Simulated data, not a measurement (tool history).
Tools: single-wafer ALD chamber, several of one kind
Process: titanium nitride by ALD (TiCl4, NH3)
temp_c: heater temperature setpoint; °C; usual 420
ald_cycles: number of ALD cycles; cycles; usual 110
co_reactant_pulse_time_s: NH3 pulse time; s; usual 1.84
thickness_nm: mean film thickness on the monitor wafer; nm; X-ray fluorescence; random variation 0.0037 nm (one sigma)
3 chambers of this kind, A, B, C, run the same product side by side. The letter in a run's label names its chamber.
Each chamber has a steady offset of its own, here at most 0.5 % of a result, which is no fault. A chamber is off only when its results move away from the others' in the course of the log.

run,hour,temp_c,ald_cycles,co_reactant_pulse_time_s,hours since the last thermocouple change,"read-back reference wafer on the same gauge, thickness_nm",thickness_nm
1B,12,420,110,1.84,869.4,2.7008,2.439
2C,22.1,420,110,1.84,52.8,2.7013,2.431
3A,29.7,420,110,1.84,1121.1,2.7009,2.4334
4C,36.9,420,110,1.84,67.6,2.7018,2.4363
5A,46,420,118,2.25,1137.4,2.7021,2.628
6B,57.4,420,118,2.25,914.8,2.703,2.6258
7B,70,420,118,2.25,927.4,2.7027,2.6224
8C,84.4,420,110,1.84,115.1,2.7033,2.4352
9A,95.2,420,110,1.84,1186.6,2.7041,2.4293
10C,108.4,420,110,1.84,139.1,2.7043,2.4429
11A,123.2,420,110,1.84,1214.6,2.7039,2.438
12B,131.3,420,110,1.84,988.7,2.7048,2.4358
13C,142.2,420,110,1.84,172.9,2.7059,2.4366
14A,151,420,110,1.84,1242.4,2.7063,2.4349
15B,163.5,420,110,1.84,1020.9,2.7067,2.4384
16C,172.8,420,110,1.84,203.5,2.7075,2.443
17A,184.1,428,90,1.84,1275.5,2.7066,2.0003
18B,198.3,428,90,1.84,1055.7,2.7083,1.9916
19A,209.4,428,90,1.84,1300.8,2.708,1.9993
20C,220,420,110,1.84,250.7,2.7095,2.443
21B,232.1,420,110,1.84,1089.5,2.71,2.4439
22A,244.2,420,110,2.29,1335.6,2.7086,2.4522
23B,258.6,420,110,2.29,1116,2.7098,2.46
24C,266.6,420,110,2.29,297.3,2.7097,2.4534
25B,275.2,420,110,1.84,1132.6,2.7099,2.4464
26A,285.6,420,110,1.84,1377,2.7124,2.4404
27C,298.8,420,110,1.84,329.5,2.7111,2.4501
28A,310.6,420,110,1.84,1402,2.712,2.4446
29C,322.4,420,110,1.84,353.1,2.7121,2.4512
30B,331.2,420,110,1.84,1188.6,2.7133,2.4432
31B,340.2,420,128,1.84,1197.6,2.7128,2.8496
32C,350.1,420,128,1.84,380.8,2.7141,2.851
33A,356.9,420,128,1.84,1448.3,2.7145,2.8414
34B,368.3,420,110,1.84,1225.7,2.7145,2.4459
35A,380.1,420,110,1.84,1471.5,2.7156,2.4474
36C,391.3,420,122,1.84,422,2.7141,2.7182
37B,404.9,420,122,1.84,1262.3,2.7155,2.7106
38C,411.9,420,122,1.84,442.6,2.7167,2.7123

What goes on in this fleet: one chamber off, a drifting gauge, or nothing beyond the chambers' own small offsets? Name the chamber and the cause, if any.

The gauge drifts, so all chambers seem to drift together. No chamber is off.
Cause: gauge reads high (%) = 0.621.

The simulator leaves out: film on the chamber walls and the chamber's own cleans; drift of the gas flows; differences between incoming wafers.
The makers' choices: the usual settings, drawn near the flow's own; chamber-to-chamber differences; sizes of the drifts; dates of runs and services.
